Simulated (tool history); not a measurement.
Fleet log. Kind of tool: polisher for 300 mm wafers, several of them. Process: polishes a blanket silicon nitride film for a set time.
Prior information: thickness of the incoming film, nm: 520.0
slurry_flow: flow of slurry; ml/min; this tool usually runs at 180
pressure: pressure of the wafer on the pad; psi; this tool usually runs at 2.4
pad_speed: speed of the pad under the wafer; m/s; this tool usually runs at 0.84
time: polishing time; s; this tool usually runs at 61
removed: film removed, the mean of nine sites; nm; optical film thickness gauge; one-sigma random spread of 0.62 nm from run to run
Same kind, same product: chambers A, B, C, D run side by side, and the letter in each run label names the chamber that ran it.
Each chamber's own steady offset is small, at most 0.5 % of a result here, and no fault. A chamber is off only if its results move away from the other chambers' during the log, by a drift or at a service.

run	hour	slurry_flow	pressure	pad_speed	time	wafers polished on this pad	hours since the slurry nozzle was cleaned	hours since the head pressure was calibrated	removed
1A	3.9	180	2.4	0.84	61	396	486.8	456.2	62.436
2D	7.4	180	2.4	0.84	61	1099	29.8	649	63.946
3C	10	180	2.4	0.84	61	169	488.3	206	63.564
# hour 14.3: chamber D: worn pad replaced by a new one
# hour 15.2: chamber B: worn pad replaced by a new one
4B	15.4	180	2.4	0.84	61	2	139.6	124.7	63.459
5B	20.8	180	2.4	0.84	61	59	145	130.1	62.78
6A	25.3	180	2.4	0.84	61	621	508.2	477.6	63.493
7C	30.6	180	2.4	0.84	61	386	508.9	226.6	62.63
8D	35	125	2.4	0.84	61	218	57.4	676.6	60.343
9D	40.1	125	2.4	0.84	61	271	62.5	681.7	59.623
10B	44.6	125	2.4	0.84	61	309	168.8	153.9	60.034
# hour 49.9: chamber C: worn pad replaced by a new one
11A	50	125	2.4	0.84	61	880	532.9	502.3	59.062
12C	55.3	180	2.4	0.84	61	57	533.6	251.3	63.9
13C	58.2	180	2.4	0.84	61	87	536.5	254.2	63.069
14A	61.9	180	2.4	0.84	61	1005	544.8	514.2	62.247
15B	64.9	180	2.4	0.84	61	522	189.1	174.2	62.368
16D	68.9	180	2.4	0.84	61	574	91.3	710.5	63.593
17B	72.9	180	2.4	0.84	61	606	197.1	182.2	62.663
18D	75.3	180	2.4	0.84	61	641	97.7	716.9	63.01
# hour 79: chamber B: worn pad replaced by a new one
19A	79.7	180	2.4	0.84	61	1192	562.6	532	61.443
20C	84	180	2.4	0.84	74	358	562.3	280	76.168
21B	89.3	180	2.4	0.84	74	108	213.5	198.6	78.207
22C	94.7	180	2.4	0.84	74	470	573	290.7	75.779
23A	99.4	180	2.4	0.84	74	1399	582.3	551.7	74.46
24D	102.4	180	2.4	0.84	61	925	124.8	744	63.49
# hour 102.6: chamber C: worn pad replaced by a new one
25A	107.7	180	2.4	0.84	61	1486	590.6	560	60.388
26D	111.2	180	2.4	0.84	61	1018	133.6	752.8	63.204
27C	115.6	180	2.4	0.84	61	136	593.9	311.6	62.624
28B	119.6	180	2.4	0.84	61	426	243.8	228.9	63.318
29A	123.4	180	2.4	0.84	61	1651	606.3	575.7	60.709
30C	128.4	180	2.4	0.84	61	271	606.7	324.4	64.768
31D	132.5	180	2.1	0.84	51	1241	154.9	774.1	45.911
# hour 132.7: chamber D: worn pad replaced by a new one
32B	136.3	180	2.1	0.84	51	602	260.5	245.6	45.997
33A	138.7	180	2.1	0.84	51	1812	621.6	591	43.55
34B	143.1	180	2.1	0.84	51	673	267.3	252.4	46.336
35D	147.5	180	2.4	0.84	61	156	169.9	789.1	62.59
# hour 148.3: chamber B: worn pad replaced by a new one
36C	150.6	180	2.4	0.84	61	504	628.9	346.6	61.894
# hour 153.8: chamber C: worn pad replaced by a new one
37C	154.6	145	2.4	0.84	61	8	632.9	350.6	61.73
38D	158.5	145	2.4	0.84	61	271	180.9	800.1	60.16
39B	161.3	145	2.4	0.84	61	136	285.5	270.6	61.85
40A	164.7	145	2.4	0.84	61	2085	647.6	617	58.054
41D	168.2	180	2.4	0.84	61	373	190.6	809.8	64.187
42B	171.2	180	2.4	0.84	61	240	295.4	280.5	62.892
43A	175.2	180	2.4	0.84	61	2195	658.1	627.5	59.489
44C	177.8	180	2.4	0.84	61	252	656.1	373.8	64.335

What goes on in this fleet: one chamber off, a drifting gauge, or nothing beyond the chambers' own small offsets? Name the chamber and the cause, if any.

Little by little, chamber A moves away from the other chambers.
What lies behind it: removal rate lost through wear of the pad, % = 6.55.
The log may not tell that from: slurry flow missing at the pad, %; head's pressure below its setpoint, %.

Chamber A could run next with any of the 4 candidate recipes listed below; each alters the usual settings, and their results appear as question marks. Which one brings its results back in line with what the other chambers deliver on the usual settings?
In line here means within this much of the mean the other chambers give on the usual settings: removed 2.1 nm
45A-1	181.8	180	2.4	0.84	60				?
45A-2	181.8	180	2.4	0.84	62				?
45A-3	181.8	180	2.4	0.92	61				?
45A-4	181.8	180	2.3	0.84	59				?

Mean of the other chambers on the usual settings: removed 63.334 nm
run	removed
45A-1	57.636
45A-2	59.557
45A-3	63.013
45A-4	54.34
45A-3 puts the chamber back in line with the other chambers.

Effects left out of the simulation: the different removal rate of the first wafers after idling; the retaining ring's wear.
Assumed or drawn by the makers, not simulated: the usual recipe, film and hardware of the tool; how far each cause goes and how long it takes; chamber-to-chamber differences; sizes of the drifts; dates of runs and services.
